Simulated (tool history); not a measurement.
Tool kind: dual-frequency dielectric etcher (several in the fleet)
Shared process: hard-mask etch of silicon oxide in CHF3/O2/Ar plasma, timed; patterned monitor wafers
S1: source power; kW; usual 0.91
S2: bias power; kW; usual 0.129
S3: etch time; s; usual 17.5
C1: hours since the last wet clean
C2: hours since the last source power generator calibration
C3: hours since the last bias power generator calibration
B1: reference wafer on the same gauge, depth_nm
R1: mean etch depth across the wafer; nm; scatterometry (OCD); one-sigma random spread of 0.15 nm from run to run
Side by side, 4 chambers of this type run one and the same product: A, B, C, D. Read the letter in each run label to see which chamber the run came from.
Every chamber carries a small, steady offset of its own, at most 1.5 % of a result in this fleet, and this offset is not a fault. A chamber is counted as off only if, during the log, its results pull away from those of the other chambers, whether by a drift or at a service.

| run | hour | S1 | S2 | S3 | C1 | C2 | C3 | B1 | R1 |
|---|---|---|---|---|---|---|---|---|---|
| 1C | 6.8 | 0.91 | 0.129 | 17.5 | 359.1 | 3396.8 | 2751.3 | 34.194 | 36.682 |
| 2D | 17.3 | 0.91 | 0.129 | 17.5 | 503.4 | 1129.4 | 1073.5 | 34.238 | 36.31 |
|  | 17.6 | chamber D: wet clean of the chamber |
|  | 25 | chamber C: wet clean of the chamber |
| 3A | 31.1 | 0.91 | 0.129 | 17.5 | 132.2 | 2050.5 | 470.9 | 34.206 | 37.121 |
|  | 42 | chamber B: wet clean of the chamber |
| 4B | 43.6 | 0.91 | 0.129 | 17.5 | 1.6 | 1441.9 | 1988.3 | 34.201 | 36.792 |
| 5D | 51.6 | 0.91 | 0.129 | 17.5 | 34 | 1163.7 | 1107.8 | 34.187 | 36.447 |
| 6A | 66.4 | 0.91 | 0.129 | 17.5 | 167.5 | 2085.8 | 506.2 | 34.16 | 36.924 |
| 7C | 75.3 | 0.91 | 0.129 | 17.5 | 50.3 | 3465.3 | 2819.8 | 34.203 | 36.492 |
| 8B | 89.5 | 0.91 | 0.129 | 17.5 | 47.5 | 1487.8 | 2034.2 | 34.195 | 36.871 |
| 9B | 97.7 | 0.91 | 0.129 | 17.5 | 55.7 | 1496 | 2042.4 | 34.163 | 37.046 |
| 10D | 107.5 | 0.72 | 0.111 | 17.5 | 89.9 | 1219.6 | 1163.7 | 34.185 | 31.822 |
| 11A | 115.2 | 0.72 | 0.111 | 17.5 | 216.3 | 2134.6 | 555 | 34.21 | 32.222 |
| 12C | 126.8 | 0.72 | 0.111 | 17.5 | 101.8 | 3516.8 | 2871.3 | 34.234 | 31.952 |
| 13C | 139.1 | 0.72 | 0.111 | 17.5 | 114.1 | 3529.1 | 2883.6 | 34.242 | 31.748 |
| 14D | 151.6 | 0.91 | 0.129 | 17.5 | 134 | 1263.7 | 1207.8 | 34.222 | 36.347 |
| 15B | 159.8 | 0.91 | 0.129 | 17.5 | 117.8 | 1558.1 | 2104.5 | 34.202 | 37.113 |
| 16A | 172.4 | 0.91 | 0.129 | 17.5 | 273.5 | 2191.8 | 612.2 | 34.181 | 36.995 |
| 17C | 182.1 | 0.91 | 0.129 | 17.5 | 157.1 | 3572.1 | 2926.6 | 34.182 | 36.376 |
| 18D | 195.3 | 0.91 | 0.129 | 17.5 | 177.7 | 1307.4 | 1251.5 | 34.196 | 36.438 |
| 19A | 206.1 | 0.91 | 0.129 | 17.5 | 307.2 | 2225.5 | 645.9 | 34.179 | 37.052 |
| 20B | 221.2 | 0.91 | 0.129 | 17.5 | 179.2 | 1619.5 | 2165.9 | 34.182 | 36.939 |
| 21C | 235.7 | 0.91 | 0.129 | 17.5 | 210.7 | 3625.7 | 2980.2 | 34.157 | 36.373 |
| 22D | 248.6 | 0.91 | 0.157 | 14.5 | 231 | 1360.7 | 1304.8 | 34.193 | 31.914 |
| 23A | 263.5 | 0.91 | 0.157 | 14.5 | 364.6 | 2282.9 | 703.3 | 34.185 | 32.625 |
| 24B | 272.9 | 0.91 | 0.157 | 14.5 | 230.9 | 1671.2 | 2217.6 | 34.171 | 32.468 |
| 25C | 286.7 | 0.91 | 0.157 | 14.5 | 261.7 | 3676.7 | 3031.2 | 34.187 | 31.954 |
| 26B | 296.3 | 0.91 | 0.129 | 17.5 | 254.3 | 1694.6 | 2241 | 34.21 | 36.848 |
| 27D | 307.3 | 0.91 | 0.129 | 17.5 | 289.7 | 1419.4 | 1363.5 | 34.206 | 36.285 |
| 28A | 317.9 | 0.91 | 0.129 | 17.5 | 419 | 2337.3 | 757.7 | 34.209 | 37.212 |
| 29D | 332.3 | 0.91 | 0.129 | 17.5 | 314.7 | 1444.4 | 1388.5 | 34.21 | 36.037 |
|  | 337.7 | chamber C: source power generator calibrated |
| 30C | 339.3 | 0.91 | 0.129 | 17.5 | 314.3 | 1.6 | 3083.8 | 34.181 | 36.409 |
| 31B | 354.7 | 0.91 | 0.129 | 17.5 | 312.7 | 1753 | 2299.4 | 34.194 | 36.822 |
| 32A | 367.1 | 0.73 | 0.129 | 17.5 | 468.2 | 2386.5 | 806.9 | 34.217 | 33.94 |
| 33C | 379.5 | 0.73 | 0.129 | 17.5 | 354.5 | 41.8 | 3124 | 34.235 | 33.62 |
| 34D | 390.5 | 0.73 | 0.129 | 17.5 | 372.9 | 1502.6 | 1446.7 | 34.193 | 33.473 |
| 35B | 397.4 | 0.73 | 0.129 | 17.5 | 355.4 | 1795.7 | 2342.1 | 34.187 | 34.007 |
| 36A | 410.2 | 0.91 | 0.129 | 17.5 | 511.3 | 2429.6 | 850 | 34.172 | 36.904 |
| 37D | 420.4 | 0.91 | 0.106 | 17.5 | 402.8 | 1532.5 | 1476.6 | 34.21 | 34.202 |
|  | 428.9 | chamber B: wet clean of the chamber |
| 38B | 434.7 | 0.91 | 0.106 | 17.5 | 5.8 | 1833 | 2379.4 | 34.187 | 34.689 |

Is one chamber off against the others, does the gauge drift, or is nothing wrong? If a chamber is off, say which, and what the likeliest cause is.

No chamber is off and the gauge is stable; the differences are just each chamber's small, constant offset.
